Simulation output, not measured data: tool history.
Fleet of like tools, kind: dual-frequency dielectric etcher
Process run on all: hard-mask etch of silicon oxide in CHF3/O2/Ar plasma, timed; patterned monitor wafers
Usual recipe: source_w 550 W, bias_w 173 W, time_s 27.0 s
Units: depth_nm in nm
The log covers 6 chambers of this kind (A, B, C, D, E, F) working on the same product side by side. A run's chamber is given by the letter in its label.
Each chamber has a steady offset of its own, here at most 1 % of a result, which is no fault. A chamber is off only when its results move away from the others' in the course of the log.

run,hour,source_w,bias_w,time_s,hours since the last wet clean,hours since the last source power generator calibration,hours since the last bias power generator calibration,"read-back reference wafer on the same gauge, depth_nm",depth_nm
1E,8.4,550,173,27.0,247.6,211.2,4140.6,40.994,51.014
2C,15.6,550,173,27.0,419.3,1153.5,3036.8,40.997,51.175
3D,28.3,550,173,27.0,447.4,535.9,685.7,40.975,50.510
# hour 32.7: chamber D: wet clean of the chamber
4B,44.0,550,173,27.0,329.1,3447.1,259.4,40.977,51.031
5F,55.8,550,173,27.0,335.3,1063.2,5066.0,40.968,50.918
6A,62.8,550,173,27.0,214.3,3336.6,924.7,40.977,51.018
7B,70.8,550,173,27.0,355.9,3473.9,286.2,40.971,51.128
8C,79.0,550,173,27.0,482.7,1216.9,3100.2,40.949,51.109
9A,91.0,550,151,29.5,242.5,3364.8,952.9,40.951,53.322
10E,105.0,550,151,29.5,344.2,307.8,4237.2,40.940,53.289
11D,112.5,550,151,29.5,79.8,620.1,769.9,40.937,52.751
12F,119.6,550,151,29.5,399.1,1127.0,5129.8,40.957,53.081
13E,129.4,550,151,29.5,368.6,332.2,4261.6,40.943,53.302
14B,138.5,550,151,29.5,423.6,3541.6,353.9,40.935,53.350
15F,153.7,550,173,27.0,433.2,1161.1,5163.9,40.938,50.762
# hour 158.5: chamber B: wet clean of the chamber
16C,164.9,550,173,27.0,568.6,1302.8,3186.1,40.922,51.078
17A,173.8,550,173,27.0,325.3,3447.6,1035.7,40.917,50.990
# hour 181.1: chamber E: wet clean of the chamber
18D,182.6,550,173,27.0,149.9,690.2,840.0,40.911,50.458
19A,195.0,550,173,27.0,346.5,3468.8,1056.9,40.900,50.956
20B,208.4,550,173,27.0,50.0,3611.5,423.8,40.910,50.932
21E,218.6,550,173,27.0,37.6,421.4,4350.8,40.895,50.944
22C,232.3,550,173,27.0,636.0,1370.2,3253.5,40.890,51.012
# hour 235.6: chamber A: wet clean of the chamber
23F,240.6,550,173,27.0,520.1,1248.0,5250.8,40.892,50.819
# hour 248.3: chamber E: bias power generator calibrated
24D,255.9,430,173,27.0,223.2,763.5,913.3,40.890,46.001
# hour 266.9: chamber C: wet clean of the chamber
25C,270.5,430,173,27.0,3.7,1408.4,3291.7,40.873,46.389
26D,280.4,430,173,27.0,247.7,788.0,937.8,40.871,45.846
27F,295.9,430,173,27.0,575.4,1303.3,5306.1,40.873,46.219
28E,307.7,430,173,27.0,126.7,510.5,59.4,40.855,46.372
29A,319.9,430,173,27.0,84.4,3593.7,1181.8,40.846,46.373
30B,328.8,550,173,27.0,170.4,3731.9,544.2,40.843,50.989
31A,339.3,550,173,27.0,103.8,3613.1,1201.2,40.847,50.791
32B,355.1,550,173,27.0,196.7,3758.2,570.5,40.842,50.917
# hour 356.1: chamber F: wet clean of the chamber
33F,363.7,550,173,27.0,7.6,1371.1,5373.9,40.831,50.770
34D,376.0,550,173,27.0,343.3,883.6,1033.4,40.829,50.268
35C,390.9,550,173,27.0,124.1,1528.8,3412.1,40.822,50.881
36E,402.9,550,173,27.0,221.9,605.7,154.6,40.812,50.794
37D,411.1,550,173,27.0,378.4,918.7,1068.5,40.810,50.136
38C,420.1,550,173,27.0,153.3,1558.0,3441.3,40.811,50.887

All 6 chambers run these settings next. Forecast each chamber's results:
39A,431.5,550,173,27.0,,,,,?
39B,431.5,550,173,27.0,,,,,?
39C,431.5,550,173,27.0,,,,,?
39D,431.5,550,173,27.0,,,,,?
39E,431.5,550,173,27.0,,,,,?
39F,431.5,550,173,27.0,,,,,?

run,depth_nm
39A,50.722
39B,50.927
39C,50.949
39D,50.287
39E,50.797
39F,50.752
